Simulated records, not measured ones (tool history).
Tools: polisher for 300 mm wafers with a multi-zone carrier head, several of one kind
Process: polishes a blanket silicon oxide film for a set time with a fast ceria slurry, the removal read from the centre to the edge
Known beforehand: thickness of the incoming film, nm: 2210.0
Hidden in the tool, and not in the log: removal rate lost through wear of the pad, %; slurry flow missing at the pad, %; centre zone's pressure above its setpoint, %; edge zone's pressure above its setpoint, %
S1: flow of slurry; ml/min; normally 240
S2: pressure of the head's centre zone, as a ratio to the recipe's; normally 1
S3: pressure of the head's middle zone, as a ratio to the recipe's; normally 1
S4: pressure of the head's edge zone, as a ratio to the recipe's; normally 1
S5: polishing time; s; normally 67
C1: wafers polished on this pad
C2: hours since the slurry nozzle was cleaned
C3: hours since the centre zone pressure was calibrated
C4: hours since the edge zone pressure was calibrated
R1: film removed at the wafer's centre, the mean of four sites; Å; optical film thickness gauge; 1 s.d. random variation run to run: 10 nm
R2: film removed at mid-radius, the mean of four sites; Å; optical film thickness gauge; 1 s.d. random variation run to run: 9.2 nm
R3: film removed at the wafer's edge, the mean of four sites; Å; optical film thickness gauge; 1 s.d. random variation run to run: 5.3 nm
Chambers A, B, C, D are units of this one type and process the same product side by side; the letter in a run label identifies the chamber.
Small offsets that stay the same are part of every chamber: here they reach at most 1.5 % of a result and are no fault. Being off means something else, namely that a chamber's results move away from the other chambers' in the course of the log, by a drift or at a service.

run,hour,S1,S2,S3,S4,S5,C1,C2,C3,C4,R1,R2,R3
1B,4.6,240,1,1,1,67,145,526,234.1,84.6,8168.2,8221.8,8104.2
# hour 9.8: chamber A: edge zone pressure recalibrated
2C,11.6,240,1,1,1,67,777,184.1,162.3,481.7,8404.9,8084.6,8172.9
3D,16.7,240,1,1,1,67,348,328.4,129.1,83.8,8310.4,8295.3,8138.5
4A,20.6,240,1,1,1,67,1014,100.1,481.8,10.8,8290.6,8261.8,8181.2
5A,26,240,1,1,1,67,1070,105.5,487.2,16.2,8330.8,8247,8288.1
6D,30.1,240,1,1,1.11,67,488,341.8,142.5,97.2,8178.5,8240.5,8706
# hour 32.3: chamber A: worn pad replaced by a new one
7C,33.5,240,1,1,1.11,67,1005,206,184.2,503.6,8321.9,8264.5,8701.1
8B,38.1,240,1,1,1.11,67,494,559.5,267.6,118.1,8266.2,8162.7,8578.9
9C,42.7,240,1,1,1.11,67,1100,215.2,193.4,512.8,8199.6,8012.1,8825.7
10A,47.4,240,1,1,1,67,157,126.9,508.6,37.6,8154.2,8060.6,8242.5
# hour 50.3: chamber B: worn pad replaced by a new one
11B,52.6,240,1,1,1,67,24,574,282.1,132.6,8142.1,8099.5,8091.3
12D,59.4,240,1,1,1.1,67,793,371.1,171.8,126.5,8296.2,8243,8605
# hour 61.1: chamber D: slurry nozzle cleaned
13C,63,240,1,1,1.1,67,1312,235.5,213.7,533.1,8412,8262.8,8646.8
# hour 66.5: chamber D: worn pad replaced by a new one
14A,66.9,240,1,1,1.1,67,360,146.4,528.1,57.1,8443.8,8230.8,8678.3
15D,73.8,240,1,1,1.1,67,76,12.7,186.2,140.9,8200.3,8285.1,8663
# hour 77.9: chamber C: worn pad replaced by a new one
16B,79.1,240,1,1,0.95,67,300,600.5,308.6,159.1,8275.8,8246.4,8002.1
17D,83.8,240,1,1,0.95,67,180,22.7,196.2,150.9,8205.4,8320.8,8002.1
18C,90.4,240,1,1,0.95,67,130,262.9,241.1,560.5,8312.9,8182.1,8094.1
19B,94.5,240,1,1,0.95,67,460,615.9,324,174.5,8206.7,8210.8,8008.9
20A,98.6,240,1,1,1,67,690,178.1,559.8,88.8,8480.4,8164.5,8211.5
21B,102.1,240,1,0.91,1,67,539,623.5,331.6,182.1,8017.6,7652.5,8173.6
22D,107.2,240,1,0.91,1,67,423,46.1,219.6,174.3,8189,7535.8,8246.3
# hour 108.4: chamber B: worn pad replaced by a new one
23A,113.6,240,1,0.91,1,67,846,193.1,574.8,103.8,8234.7,7538.5,8266.4
24C,120,240,1,0.91,1,67,438,292.5,270.7,590.1,8176.4,7482,8277.8
25D,125.2,240,1,1,1,67,610,64.1,237.6,192.3,8110.5,8097.5,8179.7
26A,129.6,240,1,1,1,67,1012,209.1,590.8,119.8,8262.1,8119.1,8212.1
# hour 130.4: chamber D: worn pad replaced by a new one
27B,135.6,240,1,1,1,67,283,657,365.1,215.6,8032.8,8285.6,8137.2
28C,142.3,240,1,1,1,67,670,314.8,293,612.4,8303.6,8211.6,8338.6
29B,147.6,240,1,1,1,67,407,669,377.1,227.6,8323.3,8261.6,8153.3
30C,154.3,240,1,1,1,67,795,326.8,305,624.4,8286.9,8129.1,8288
31D,158.5,240,1,1,1,67,292,97.4,270.9,225.6,8184.6,8244.3,8174.3
# hour 159.5: chamber A: worn pad replaced by a new one
32A,161.8,240,1,1,1,67,24,241.3,623,152,8196.9,8363,8212.6
33D,167.5,240,0.96,1,1,74,386,106.4,279.9,234.6,8655.6,9075.5,8954.6
34C,172.9,240,0.96,1,1,74,989,345.4,323.6,643,8674.3,9189.2,9093.1
# hour 174.4: chamber B: worn pad replaced by a new one
35A,178.4,240,0.96,1,1,74,197,257.9,639.6,168.6,8624.9,8926.2,9121.2
36B,182.5,240,0.96,1,1,74,84,703.9,412,262.5,8596.4,9186.7,8846.6
37C,187.6,240,1,1,1,67,1142,360.1,338.3,657.7,8253.1,8345.2,8213.7
38A,192.4,240,1,1,1.11,67,343,271.9,653.6,182.6,8128.3,8004.7,8595.5
39D,197.5,240,1,1,1.11,67,698,136.4,309.9,264.6,8281.6,8265.2,8632.5
40B,204.5,240,1,1,1.11,67,313,725.9,434,284.5,8157.4,8253.5,8702.1
# hour 206.6: chamber B: slurry nozzle cleaned
41C,209.1,240,1,1,1.11,67,1366,381.6,359.8,679.2,8264.3,8290.4,8712.3
# hour 209.5: chamber D: worn pad replaced by a new one
42D,213.2,240,1,1,1,67,39,152.1,325.6,280.3,8200.2,8335.1,8138.7
43B,219.9,240,1,1,1,67,473,13.4,449.4,299.9,8135.4,8117.5,8119.6
44A,223.4,240,1,1,1,67,665,302.9,684.6,213.6,8307,8201.8,8161.9

Does one chamber stand apart from the rest, does the shared gauge drift, or is all well apart from small per-chamber offsets? Give the chamber and the most likely cause, where there is one.

Nothing is wrong: each chamber keeps only its own small, steady offset and the gauge holds still.
